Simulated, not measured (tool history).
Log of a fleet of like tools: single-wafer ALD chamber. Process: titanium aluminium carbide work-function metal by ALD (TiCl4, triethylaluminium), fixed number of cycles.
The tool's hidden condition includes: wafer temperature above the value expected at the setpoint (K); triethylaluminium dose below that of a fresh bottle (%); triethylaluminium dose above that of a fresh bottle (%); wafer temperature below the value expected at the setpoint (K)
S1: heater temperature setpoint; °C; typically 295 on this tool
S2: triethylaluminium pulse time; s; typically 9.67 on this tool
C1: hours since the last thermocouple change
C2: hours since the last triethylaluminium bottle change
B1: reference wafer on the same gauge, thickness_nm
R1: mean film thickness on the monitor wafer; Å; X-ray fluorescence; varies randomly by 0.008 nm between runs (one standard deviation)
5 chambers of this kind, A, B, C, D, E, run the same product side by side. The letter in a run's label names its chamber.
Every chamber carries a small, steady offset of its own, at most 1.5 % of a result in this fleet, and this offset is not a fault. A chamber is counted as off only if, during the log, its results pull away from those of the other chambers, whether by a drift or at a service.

run,hour,S1,S2,C1,C2,B1,R1
1B,16,295,9.67,429.2,249.3,1.7125,19.476
2E,31.6,295,9.67,1677.7,1162.8,1.712,19.479
3D,46.1,295,9.67,650.6,450.9,1.7106,19.545
4C,60.7,295,9.67,1997,330.6,1.7086,19.873
5A,69.3,295,9.67,464.2,629.2,1.711,19.359
6B,84.2,295,9.67,497.4,317.5,1.7101,19.574
7D,91.9,295,9.67,696.4,496.7,1.7094,19.551
8A,101.1,295,9.67,496,661,1.7078,19.583
9E,111.3,295,9.67,1757.4,1242.5,1.7103,19.503
10C,127.6,281,9.67,2063.9,397.5,1.7087,18.328
11C,137.3,281,9.67,2073.6,407.2,1.7105,18.468
# hour 143.9: chamber C: thermocouple changed; heater temperature recalibrated
12E,146.7,281,9.67,1792.8,1277.9,1.7083,18.397
13D,161.6,281,9.67,766.1,566.4,1.7097,18.332
14A,169.3,281,9.67,564.2,729.2,1.7096,18.287
15B,177.2,295,9.67,590.4,410.5,1.7099,19.487
16D,189.1,295,9.67,793.6,593.9,1.7119,19.538
17C,202.1,295,9.67,58.2,472,1.7101,19.784
18B,216.4,295,9.67,629.6,449.7,1.7099,19.577
19A,230.7,295,13.13,625.6,790.6,1.7102,19.951
# hour 232: chamber A: triethylaluminium bottle replaced
# hour 233: chamber E: triethylaluminium bottle replaced
20E,246.6,295,13.13,1892.7,13.7,1.7115,19.986
21D,261.4,295,13.13,865.9,666.2,1.7113,20.208
22B,271.1,295,13.13,684.3,504.4,1.7097,20.03
23C,280,295,13.13,136.1,549.9,1.7107,20.265
24E,296,295,9.67,1942.1,63.1,1.7114,19.541
25A,311.7,295,9.67,706.6,79.7,1.7098,19.584
26E,322.6,295,9.67,1968.7,89.7,1.7094,19.369
27D,331.2,295,9.67,935.7,736,1.7094,19.483
28A,345.9,295,9.67,740.8,113.9,1.7106,19.481
29B,361.7,295,9.67,774.9,595,1.7112,19.597
30C,373.5,295,9.67,229.6,643.4,1.7102,19.778
31C,387.5,295,9.67,243.6,657.4,1.7104,19.891
32E,400.5,295,9.67,2046.6,167.6,1.7088,19.619
33A,416.1,295,9.67,811,184.1,1.7104,19.648

Predict what each chamber gives when all 5 of them run the settings below next.
34A,428,295,9.67,,,,?
34B,428,295,9.67,,,,?
34C,428,295,9.67,,,,?
34D,428,295,9.67,,,,?
34E,428,295,9.67,,,,?

run,R1
34A,19.396
34B,19.548
34C,19.763
34D,19.369
34E,19.572

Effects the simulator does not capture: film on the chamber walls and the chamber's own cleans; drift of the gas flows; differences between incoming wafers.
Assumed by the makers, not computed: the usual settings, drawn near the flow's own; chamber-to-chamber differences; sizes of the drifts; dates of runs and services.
